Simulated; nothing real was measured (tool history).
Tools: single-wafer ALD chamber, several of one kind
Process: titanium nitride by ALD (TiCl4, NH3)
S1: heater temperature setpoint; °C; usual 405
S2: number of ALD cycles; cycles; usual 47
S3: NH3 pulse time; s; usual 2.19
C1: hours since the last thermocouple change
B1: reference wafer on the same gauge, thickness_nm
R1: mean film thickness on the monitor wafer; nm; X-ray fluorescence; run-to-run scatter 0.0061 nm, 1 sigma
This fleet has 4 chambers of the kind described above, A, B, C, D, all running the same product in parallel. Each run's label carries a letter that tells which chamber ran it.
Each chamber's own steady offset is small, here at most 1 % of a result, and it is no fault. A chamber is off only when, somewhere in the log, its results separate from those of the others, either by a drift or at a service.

{"run": "1B", "day": 0.412, "S1": 405, "S2": 47, "S3": 2.19, "C1": 1164.9, "B1": 1.0209, "R1": 1.0523}
{"run": "2D", "day": 0.812, "S1": 405, "S2": 47, "S3": 2.19, "C1": 90.2, "B1": 1.0204, "R1": 1.0426}
{"day": 0.912, "done": "chamber C: thermocouple changed; heater temperature recalibrated"}
{"run": "3C", "day": 1.008, "S1": 405, "S2": 47, "S3": 2.19, "C1": 2.4, "B1": 1.02, "R1": 1.0565}
{"run": "4A", "day": 1.3, "S1": 405, "S2": 47, "S3": 2.19, "C1": 2042.8, "B1": 1.021, "R1": 1.0348}
{"run": "5C", "day": 1.529, "S1": 405, "S2": 47, "S3": 2.19, "C1": 14.9, "B1": 1.0211, "R1": 1.0539}
{"run": "6D", "day": 1.754, "S1": 405, "S2": 47, "S3": 2.19, "C1": 112.8, "B1": 1.0224, "R1": 1.0421}
{"run": "7B", "day": 1.967, "S1": 405, "S2": 47, "S3": 2.19, "C1": 1202.2, "B1": 1.0205, "R1": 1.0398}
{"run": "8A", "day": 2.333, "S1": 405, "S2": 47, "S3": 2.19, "C1": 2067.6, "B1": 1.0198, "R1": 1.0551}
{"run": "9C", "day": 2.65, "S1": 405, "S2": 47, "S3": 2.19, "C1": 41.8, "B1": 1.0185, "R1": 1.052}
{"run": "10D", "day": 2.979, "S1": 405, "S2": 47, "S3": 2.19, "C1": 142.2, "B1": 1.0215, "R1": 1.0321}
{"run": "11B", "day": 3.404, "S1": 416, "S2": 43, "S3": 2.19, "C1": 1236.7, "B1": 1.0204, "R1": 0.95696}
{"run": "12A", "day": 3.679, "S1": 416, "S2": 43, "S3": 2.19, "C1": 2099.9, "B1": 1.0197, "R1": 0.96184}
{"run": "13D", "day": 3.896, "S1": 416, "S2": 43, "S3": 2.19, "C1": 164.2, "B1": 1.0188, "R1": 0.95448}
{"run": "14B", "day": 4.288, "S1": 416, "S2": 43, "S3": 2.19, "C1": 1257.9, "B1": 1.0203, "R1": 0.97051}
{"run": "15C", "day": 4.683, "S1": 415, "S2": 47, "S3": 1.67, "C1": 90.6, "B1": 1.0205, "R1": 1.0416}
{"run": "16A", "day": 5.042, "S1": 415, "S2": 47, "S3": 1.67, "C1": 2132.6, "B1": 1.0188, "R1": 1.0436}
{"run": "17C", "day": 5.417, "S1": 415, "S2": 47, "S3": 1.67, "C1": 108.2, "B1": 1.0189, "R1": 1.045}
{"run": "18A", "day": 5.821, "S1": 415, "S2": 47, "S3": 1.67, "C1": 2151.3, "B1": 1.0193, "R1": 1.055}
{"run": "19D", "day": 6.158, "S1": 405, "S2": 47, "S3": 2.19, "C1": 218.5, "B1": 1.0203, "R1": 1.0402}
{"run": "20B", "day": 6.35, "S1": 405, "S2": 47, "S3": 2.19, "C1": 1307.4, "B1": 1.0197, "R1": 1.0541}
{"run": "21C", "day": 6.783, "S1": 405, "S2": 47, "S3": 2.19, "C1": 141, "B1": 1.0191, "R1": 1.0414}
{"run": "22A", "day": 7.15, "S1": 405, "S2": 47, "S3": 1.71, "C1": 2183.2, "B1": 1.0214, "R1": 1.0468}
{"run": "23B", "day": 7.567, "S1": 405, "S2": 47, "S3": 1.71, "C1": 1336.6, "B1": 1.021, "R1": 1.0408}
{"run": "24D", "day": 7.954, "S1": 405, "S2": 47, "S3": 1.71, "C1": 261.6, "B1": 1.0207, "R1": 1.0428}
{"run": "25D", "day": 8.196, "S1": 405, "S2": 47, "S3": 1.71, "C1": 267.4, "B1": 1.0203, "R1": 1.0323}
{"run": "26C", "day": 8.392, "S1": 405, "S2": 47, "S3": 2.19, "C1": 179.6, "B1": 1.0186, "R1": 1.0426}
{"run": "27A", "day": 8.721, "S1": 405, "S2": 47, "S3": 2.19, "C1": 2220.9, "B1": 1.0191, "R1": 1.043}
{"run": "28B", "day": 8.954, "S1": 405, "S2": 41, "S3": 1.86, "C1": 1369.9, "B1": 1.0201, "R1": 0.91336}
{"day": 9.296, "done": "chamber A: thermocouple changed; heater temperature recalibrated"}
{"run": "29B", "day": 9.296, "S1": 405, "S2": 41, "S3": 1.86, "C1": 1378.1, "B1": 1.0181, "R1": 0.91292}
{"run": "30D", "day": 9.683, "S1": 405, "S2": 41, "S3": 1.86, "C1": 303.1, "B1": 1.0191, "R1": 0.91068}
{"run": "31C", "day": 10.017, "S1": 405, "S2": 41, "S3": 1.86, "C1": 218.6, "B1": 1.0219, "R1": 0.90421}
{"run": "32A", "day": 10.283, "S1": 405, "S2": 47, "S3": 2.19, "C1": 23.8, "B1": 1.0215, "R1": 1.0508}
{"run": "33B", "day": 10.625, "S1": 405, "S2": 47, "S3": 2.19, "C1": 1410, "B1": 1.0197, "R1": 1.0502}
{"run": "34D", "day": 10.988, "S1": 405, "S2": 47, "S3": 2.19, "C1": 334.4, "B1": 1.0205, "R1": 1.0419}
{"run": "35A", "day": 11.3, "S1": 405, "S2": 47, "S3": 2.19, "C1": 48.2, "B1": 1.0201, "R1": 1.0492}
{"run": "36C", "day": 11.596, "S1": 405, "S2": 47, "S3": 2.19, "C1": 256.5, "B1": 1.0208, "R1": 1.0459}
{"run": "37A", "day": 11.983, "S1": 405, "S2": 47, "S3": 2.19, "C1": 64.6, "B1": 1.0216, "R1": 1.0567}
{"run": "38B", "day": 12.246, "S1": 405, "S2": 47, "S3": 2.19, "C1": 1448.9, "B1": 1.0199, "R1": 1.0576}
{"run": "39D", "day": 12.5, "S1": 405, "S2": 56, "S3": 1.57, "C1": 370.7, "B1": 1.02, "R1": 1.2294}
{"run": "40C", "day": 12.862, "S1": 405, "S2": 56, "S3": 1.57, "C1": 286.9, "B1": 1.0196, "R1": 1.2314}
{"run": "41B", "day": 13.271, "S1": 405, "S2": 56, "S3": 1.57, "C1": 1473.5, "B1": 1.0196, "R1": 1.2431}
{"run": "42A", "day": 13.508, "S1": 405, "S2": 56, "S3": 1.57, "C1": 101.2, "B1": 1.0184, "R1": 1.2355}

The same settings go to every chamber for the next run, one line per chamber below. Forecast the results for each:
{"run": "43A", "day": 13.812, "S1": 405, "S2": 51, "S3": 2.19, "R1": "?"}
{"run": "43B", "day": 13.812, "S1": 405, "S2": 51, "S3": 2.19, "R1": "?"}
{"run": "43C", "day": 13.812, "S1": 405, "S2": 51, "S3": 2.19, "R1": "?"}
{"run": "43D", "day": 13.812, "S1": 405, "S2": 51, "S3": 2.19, "R1": "?"}

run=43A R1=1.1372
run=43B R1=1.1325
run=43C R1=1.133
run=43D R1=1.1193
